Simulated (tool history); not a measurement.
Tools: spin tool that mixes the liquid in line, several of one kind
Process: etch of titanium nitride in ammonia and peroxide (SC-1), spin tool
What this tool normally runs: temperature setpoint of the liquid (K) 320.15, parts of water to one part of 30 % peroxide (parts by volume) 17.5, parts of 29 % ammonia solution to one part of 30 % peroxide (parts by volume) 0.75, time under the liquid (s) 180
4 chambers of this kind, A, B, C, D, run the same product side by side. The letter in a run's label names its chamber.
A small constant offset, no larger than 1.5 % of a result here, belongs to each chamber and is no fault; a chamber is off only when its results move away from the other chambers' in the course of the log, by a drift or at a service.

| run | day | temperature setpoint of the liquid (K) | parts of water to one part of 30 % peroxide (parts by volume) | parts of 29 % ammonia solution to one part of 30 % peroxide (parts by volume) | time under the liquid (s) | hours since the thermometer was replaced | hours since the ammonia flow meter was replaced | hours since the heated supply line was repaired | hours since the drum of ammonia solution was connected | read-back film thickness of the titanium nitride reference wafer, read on the same gauge (nm) | thickness taken off the titanium nitride on a monitor wafer (nm) |
|---|---|---|---|---|---|---|---|---|---|---|---|
| 1C | 0.567 | 320.15 | 17.5 | 0.75 | 180 | 1395.5 | 1000.7 | 2698.8 | 63.4 | 70.015 | 5.6895 |
| 2B | 0.983 | 320.15 | 17.5 | 0.75 | 180 | 2701.3 | 1808.8 | 399.3 | 760.8 | 69.985 | 5.7764 |
| 3A | 1.383 | 320.15 | 17.5 | 0.75 | 180 | 797.3 | 1266.3 | 320.2 | 285.1 | 70.011 | 5.7264 |
| 4D | 1.867 | 320.15 | 17.5 | 0.75 | 180 | 285.4 | 657.7 | 1344.0 | 1140.6 | 70.018 | 5.6968 |
| 5D | 2.400 | 320.15 | 17.5 | 0.75 | 180 | 298.2 | 670.5 | 1356.8 | 1153.4 | 69.988 | 5.6657 |
| 6C | 2.746 | 320.15 | 17.5 | 0.75 | 180 | 1447.8 | 1053.0 | 2751.1 | 115.7 | 69.982 | 5.6862 |
|  | 2.879 | chamber B: new drum of ammonia solution connected |
| 7B | 3.075 | 320.15 | 17.5 | 0.75 | 180 | 2751.5 | 1859.0 | 449.5 | 4.8 | 69.997 | 5.7852 |
| 8A | 3.504 | 320.15 | 17.5 | 0.75 | 180 | 848.2 | 1317.2 | 371.1 | 336.0 | 69.995 | 5.7075 |
|  | 3.688 | chamber D: new drum of ammonia solution connected |
| 9A | 3.933 | 320.15 | 17.5 | 0.75 | 180 | 858.5 | 1327.5 | 381.4 | 346.3 | 70.004 | 5.7401 |
|  | 4.125 | chamber C: heated supply line repaired |
| 10B | 4.462 | 320.15 | 17.5 | 0.75 | 180 | 2784.8 | 1892.3 | 482.8 | 38.1 | 69.999 | 5.7860 |
| 11C | 4.758 | 320.15 | 17.5 | 0.75 | 180 | 1496.1 | 1101.3 | 15.2 | 164.0 | 70.010 | 5.6502 |
|  | 4.962 | chamber B: ammonia flow meter replaced |
| 12D | 5.238 | 320.15 | 17.5 | 0.75 | 180 | 366.3 | 738.6 | 1424.9 | 37.3 | 69.988 | 5.6145 |
| 13B | 5.604 | 320.15 | 25.5 | 1.00 | 180 | 2812.2 | 15.4 | 510.2 | 65.5 | 70.008 | 4.9129 |
|  | 5.679 | chamber C: ammonia flow meter replaced |
| 14A | 5.904 | 320.15 | 25.5 | 1.00 | 180 | 905.8 | 1374.8 | 428.7 | 393.6 | 70.018 | 4.9028 |
| 15C | 6.279 | 320.15 | 25.5 | 1.00 | 180 | 1532.6 | 14.4 | 51.7 | 200.5 | 70.002 | 4.8724 |
| 16D | 6.700 | 320.15 | 25.5 | 1.00 | 180 | 401.4 | 773.7 | 1460.0 | 72.4 | 69.987 | 4.7796 |
| 17D | 7.129 | 320.15 | 17.5 | 0.75 | 180 | 411.7 | 784.0 | 1470.3 | 82.7 | 69.985 | 5.5530 |
| 18A | 7.633 | 320.15 | 17.5 | 0.75 | 180 | 947.3 | 1416.3 | 470.2 | 435.1 | 69.975 | 5.7087 |
| 19C | 7.921 | 320.15 | 17.5 | 0.75 | 180 | 1572.0 | 53.8 | 91.1 | 239.9 | 70.002 | 5.6534 |
| 20B | 8.500 | 320.15 | 17.5 | 0.75 | 180 | 2881.7 | 84.9 | 579.7 | 135.0 | 70.010 | 5.8082 |
|  | 9.054 | chamber B: thermometer replaced |
| 21D | 9.079 | 320.15 | 17.5 | 0.75 | 180 | 458.5 | 830.8 | 1517.1 | 129.5 | 70.015 | 5.4596 |
| 22C | 9.392 | 320.15 | 17.5 | 0.75 | 180 | 1607.3 | 89.1 | 126.4 | 275.2 | 69.995 | 5.6698 |
| 23B | 9.833 | 320.15 | 17.5 | 0.75 | 180 | 18.7 | 116.9 | 611.7 | 167.0 | 70.010 | 5.7609 |
| 24A | 10.221 | 320.15 | 17.5 | 0.75 | 180 | 1009.4 | 1478.4 | 532.3 | 497.2 | 70.002 | 5.7342 |

What goes on in this fleet: one chamber off, a drifting gauge, or nothing beyond the chambers' own small offsets? Name the chamber and the cause, if any.

It is chamber D that slowly wanders off from its peers.
Most likely cause: temperature lost on the way to the wafer (K) = 0.689.
The log might look much the same if the cause were instead: liquid colder than its thermometer reads (K).

Below are 4 candidate recipes for chamber D's next run, each the usual settings with a change, their results shown as question marks. Which of them brings D's results back in line with what the other chambers give on the usual settings?
In line here means within this much of the mean the other chambers give on the usual settings: thickness taken off the titanium nitride on a monitor wafer (nm) 0.0750
| 25D-1 | 10.638 | 320.15 | 17.5 | 0.75 | 195 |  |  |  |  |  | ? |
| 25D-2 | 10.638 | 320.15 | 19.0 | 0.75 | 180 |  |  |  |  |  | ? |
| 25D-3 | 10.638 | 319.15 | 18.0 | 0.75 | 180 |  |  |  |  |  | ? |
| 25D-4 | 10.638 | 320.15 | 17.5 | 0.75 | 190 |  |  |  |  |  | ? |

Usual-settings mean across the other chambers: thickness taken off the titanium nitride on a monitor wafer (nm) 5.7202
| run | thickness taken off the titanium nitride on a monitor wafer (nm) |
|---|---|
| 25D-1 | 5.9173 |
| 25D-2 | 5.2249 |
| 25D-3 | 5.0086 |
| 25D-4 | 5.7655 |
The right change is 25D-4: it brings the chamber back within the allowed miss of the others.
